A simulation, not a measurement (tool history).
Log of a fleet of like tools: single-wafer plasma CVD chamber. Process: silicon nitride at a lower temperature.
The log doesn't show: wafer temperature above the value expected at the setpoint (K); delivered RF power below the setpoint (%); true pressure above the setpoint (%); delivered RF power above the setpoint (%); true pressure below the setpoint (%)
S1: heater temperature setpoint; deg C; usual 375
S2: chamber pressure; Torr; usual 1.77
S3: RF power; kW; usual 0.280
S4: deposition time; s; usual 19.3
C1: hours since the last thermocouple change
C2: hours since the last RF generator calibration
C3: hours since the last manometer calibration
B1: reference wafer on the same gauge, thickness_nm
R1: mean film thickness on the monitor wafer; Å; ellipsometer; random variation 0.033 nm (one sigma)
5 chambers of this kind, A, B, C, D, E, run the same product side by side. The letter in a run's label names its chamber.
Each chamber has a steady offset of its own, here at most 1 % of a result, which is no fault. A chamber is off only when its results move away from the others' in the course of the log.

run   hour   S1    S2     S3    S4      C1      C2      C3      B1      R1
       1.6  -- chamber E: capacitance manometer re-zeroed and calibrated
 1E    7.4  375  1.77  0.280  19.3    90.3   423.5     5.9  22.393  220.27
 2D   17.0  375  1.77  0.280  19.3  1176.6  1694.6   617.1  22.392  220.16
 3A   25.9  375  1.77  0.280  19.3   438.1   724.2    36.1  22.389  219.92
 4C   32.2  375  1.77  0.280  19.3   234.7   926.3   671.6  22.386  220.55
 5B   40.3  375  1.77  0.280  19.3   189.6   297.7   809.8  22.376  218.83
 6D   51.7  375  1.77  0.280  19.3  1211.3  1729.3   651.8  22.368  220.56
 7B   57.4  387  1.77  0.280  19.3   206.7   314.8   826.9  22.369  217.53
 8C   67.7  387  1.77  0.280  19.3   270.2   961.8   707.1  22.366  219.05
 9E   77.5  387  1.77  0.280  19.3   160.4   493.6    76.0  22.370  219.18
      77.7  -- chamber D: RF generator calibrated
10A   83.0  387  1.77  0.280  19.3   495.2   781.3    93.2  22.359  217.67
11B   88.4  387  1.77  0.280  19.3   237.7   345.8   857.9  22.353  217.84
12E   98.4  375  1.77  0.280  19.3   181.3   514.5    96.9  22.355  220.05
13A  104.2  375  1.77  0.280  19.3   516.4   802.5   114.4  22.346  218.52
14C  109.9  375  2.03  0.280  19.3   312.4  1004.0   749.3  22.346  227.73
15D  117.3  375  2.03  0.280  19.3  1276.9    39.6   717.4  22.345  229.01
16B  125.6  375  2.03  0.280  19.3   274.9   383.0   895.1  22.341  227.74
17A  132.6  375  2.03  0.280  19.3   544.8   830.9   142.8  22.341  226.57
18E  143.0  375  2.03  0.280  19.3   225.9   559.1   141.5  22.336  228.09
19C  155.1  375  1.77  0.280  19.3   357.6  1049.2   794.5  22.322  219.61
20D  163.9  375  1.77  0.280  19.3  1323.5    86.2   764.0  22.326  220.28
21B  174.9  375  1.77  0.280  19.3   324.2   432.3   944.4  22.325  217.98
22E  185.8  375  1.77  0.280  19.3   268.7   601.9   184.3  22.314  219.07
23C  194.1  375  1.77  0.280  19.3   396.6  1088.2   833.5  22.303  219.08
24A  203.0  375  1.77  0.280  19.3   615.2   901.3   213.2  22.312  218.74
25D  210.2  375  1.77  0.280  19.3  1369.8   132.5   810.3  22.297  220.05
26D  218.4  375  1.77  0.280  19.3  1378.0   140.7   818.5  22.302  219.79
27E  224.3  375  1.77  0.280  19.3   307.2   640.4   222.8  22.294  218.95
28A  232.3  388  1.77  0.280  20.9   644.5   930.6   242.5  22.291  235.30
29C  238.2  388  1.77  0.280  20.9   440.7  1132.3   877.6  22.288  236.15
30B  244.9  388  1.77  0.280  20.9   394.2   502.3  1014.4  22.278  235.33
31B  253.8  388  1.77  0.280  20.9   403.1   511.2  1023.3  22.270  235.04
32E  265.7  388  1.77  0.280  20.9   348.6   681.8   264.2  22.270  235.65
33D  276.1  375  1.77  0.280  19.3  1435.7   198.4   876.2  22.275  219.54
34A  281.6  375  1.77  0.280  19.3   693.8   979.9   291.8  22.263  217.79

All 5 chambers run these settings next. Forecast each chamber's results:
35A  290.6  367  1.77  0.280  19.3                   ?
35B  290.6  367  1.77  0.280  19.3                   ?
35C  290.6  367  1.77  0.280  19.3                   ?
35D  290.6  367  1.77  0.280  19.3                   ?
35E  290.6  367  1.77  0.280  19.3                   ?

run      R1
35A  218.72
35B  218.99
35C  219.48
35D  220.02
35E  219.77

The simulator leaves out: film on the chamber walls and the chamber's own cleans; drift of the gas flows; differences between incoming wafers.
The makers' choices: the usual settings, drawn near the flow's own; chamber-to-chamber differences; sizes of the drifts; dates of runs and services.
